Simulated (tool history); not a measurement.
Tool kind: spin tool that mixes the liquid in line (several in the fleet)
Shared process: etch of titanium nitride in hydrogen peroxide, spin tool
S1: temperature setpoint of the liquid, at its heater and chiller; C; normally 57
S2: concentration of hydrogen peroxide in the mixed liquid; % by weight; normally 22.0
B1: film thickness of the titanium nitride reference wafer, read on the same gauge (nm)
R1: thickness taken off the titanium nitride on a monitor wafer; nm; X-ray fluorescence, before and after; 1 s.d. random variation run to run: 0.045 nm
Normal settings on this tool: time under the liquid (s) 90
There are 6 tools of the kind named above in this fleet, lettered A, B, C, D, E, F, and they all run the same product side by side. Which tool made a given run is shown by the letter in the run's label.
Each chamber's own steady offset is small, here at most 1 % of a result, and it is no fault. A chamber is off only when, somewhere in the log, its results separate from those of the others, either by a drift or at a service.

Run 1D, hour 5.4: usual settings; B1 120.00. Result: R1 9.0690 nm.
At hour 6.0: chamber A: new drum of peroxide connected.
Run 2F, hour 12.2: usual settings; B1 120.01. Result: R1 9.0174 nm.
Run 3A, hour 17.1: usual settings; B1 120.00. Result: R1 8.9393 nm.
Run 4C, hour 23.1: usual settings; B1 119.99. Result: R1 8.8606 nm.
Run 5E, hour 28.1: usual settings; B1 120.02. Result: R1 8.9784 nm.
Run 6B, hour 32.1: usual settings; B1 119.99. Result: R1 8.9919 nm.
Run 7D, hour 38.9: usual settings; B1 119.93. Result: R1 8.9982 nm.
Run 8B, hour 44.2: usual settings but S1 51 C; B1 120.02. Result: R1 5.7738 nm.
Run 9C, hour 47.4: usual settings but S1 51 C; B1 120.01. Result: R1 5.7879 nm.
Run 10F, hour 54.2: usual settings but S1 51 C; B1 119.97. Result: R1 5.9136 nm.
At hour 54.5: chamber D: new drum of peroxide connected.
Run 11E, hour 60.9: usual settings but S1 51 C; B1 120.03. Result: R1 5.9266 nm.
Run 12A, hour 65.6: usual settings but S1 51 C; B1 119.97. Result: R1 5.8308 nm.
Run 13A, hour 72.7: usual settings but S1 51 C; B1 119.96. Result: R1 5.8809 nm.
Run 14B, hour 76.9: usual settings; B1 120.01. Result: R1 8.7531 nm.
At hour 80.3: chamber C: peroxide flow meter replaced.
Run 15F, hour 80.6: usual settings but S2 28.0 % by weight, time under the liquid (s) 60; B1 120.01. Result: R1 6.2695 nm.
Run 16C, hour 86.4: usual settings but S2 28.0 % by weight, time under the liquid (s) 60; B1 120.00. Result: R1 6.2214 nm.
Run 17D, hour 91.8: usual settings but S2 28.0 % by weight, time under the liquid (s) 60; B1 119.99. Result: R1 6.3784 nm.
Run 18E, hour 98.7: usual settings but S2 28.0 % by weight, time under the liquid (s) 60; B1 119.97. Result: R1 6.3497 nm.
Run 19F, hour 105.3: usual settings but S2 28.0 % by weight, time under the liquid (s) 60; B1 119.99. Result: R1 6.3329 nm.
Run 20A, hour 109.6: usual settings but S2 28.0 % by weight, time under the liquid (s) 60; B1 120.02. Result: R1 6.2559 nm.
Run 21D, hour 113.6: usual settings; B1 120.03. Result: R1 8.9654 nm.
Run 22E, hour 117.2: usual settings; B1 119.99. Result: R1 8.9286 nm.
Run 23C, hour 120.9: usual settings; B1 120.01. Result: R1 8.8817 nm.
Run 24B, hour 128.0: usual settings; B1 120.03. Result: R1 8.5983 nm.
Run 25E, hour 133.8: usual settings but S1 53 C; B1 120.04. Result: R1 6.7923 nm.
Run 26D, hour 140.2: usual settings but S1 53 C; B1 120.01. Result: R1 6.8298 nm.
At hour 140.6: chamber D: peroxide flow meter replaced.
Run 27C, hour 146.8: usual settings but S1 53 C; B1 119.99. Result: R1 6.7663 nm.
Run 28F, hour 151.9: usual settings but S1 53 C; B1 119.99. Result: R1 6.7973 nm.
Run 29A, hour 156.2: usual settings but S1 53 C; B1 120.01. Result: R1 6.7585 nm.
Run 30B, hour 160.9: usual settings but S1 53 C; B1 120.01. Result: R1 6.3885 nm.
Run 31E, hour 165.5: usual settings; B1 119.98. Result: R1 9.0021 nm.
Run 32B, hour 169.0: usual settings; B1 120.00. Result: R1 8.4926 nm.
Run 33D, hour 174.0: usual settings; B1 119.97. Result: R1 9.0678 nm.
Run 34A, hour 179.3: usual settings; B1 120.02. Result: R1 8.9845 nm.
Run 35C, hour 183.3: usual settings but S2 17.5 % by weight, time under the liquid (s) 115; B1 120.04. Result: R1 10.8420 nm.
Run 36F, hour 190.1: usual settings but S2 17.5 % by weight, time under the liquid (s) 115; B1 120.02. Result: R1 10.9760 nm.
At hour 192.6: chamber A: peroxide flow meter replaced.
Run 37B, hour 193.7: usual settings but S2 17.5 % by weight, time under the liquid (s) 115; B1 120.00. Result: R1 10.2210 nm.
Run 38E, hour 199.6: usual settings but S2 17.5 % by weight, time under the liquid (s) 115; B1 120.06. Result: R1 10.9740 nm.
Run 39D, hour 206.2: usual settings but S2 17.5 % by weight, time under the liquid (s) 115; B1 120.01. Result: R1 11.0310 nm.
Run 40A, hour 211.0: usual settings but S2 17.5 % by weight, time under the liquid (s) 115; B1 119.98. Result: R1 10.9770 nm.

Decide between three cases: one chamber stands off from its peers, the gauge reading all wafers drifts, or nothing is wrong past each chamber's small offset. Where a chamber is off, say which and what most likely put it there.

Chamber B drifts away from the others.
What lies behind it: temperature lost on the way to the wafer (K) = 1.06.
The log may not tell that from: liquid colder than its thermometer reads (K).

Here are 4 candidates for chamber B's next run, each the usual settings with a change, their results left as question marks. Which one brings its results back in line with what the others give on the usual settings?
To be in line, a result may differ from the other chambers' mean on the usual settings by at most: R1 0.1600 nm
Run 41B-1, hour 216.2: usual settings but S1 58 C. Result: R1 ?.
Run 41B-2, hour 216.2: usual settings but S2 26.5 % by weight. Result: R1 ?.
Run 41B-3, hour 216.2: usual settings but S1 56 C. Result: R1 ?.
Run 41B-4, hour 216.2: usual settings but S2 17.5 % by weight. Result: R1 ?.

On the usual settings, the other chambers give on average: R1 8.9714 nm
  run      R1
41B-1  8.9614
41B-2  8.7006
41B-3  7.7853
41B-4  7.9538
41B-1 is the one that brings the chamber's results back in line with the other chambers.

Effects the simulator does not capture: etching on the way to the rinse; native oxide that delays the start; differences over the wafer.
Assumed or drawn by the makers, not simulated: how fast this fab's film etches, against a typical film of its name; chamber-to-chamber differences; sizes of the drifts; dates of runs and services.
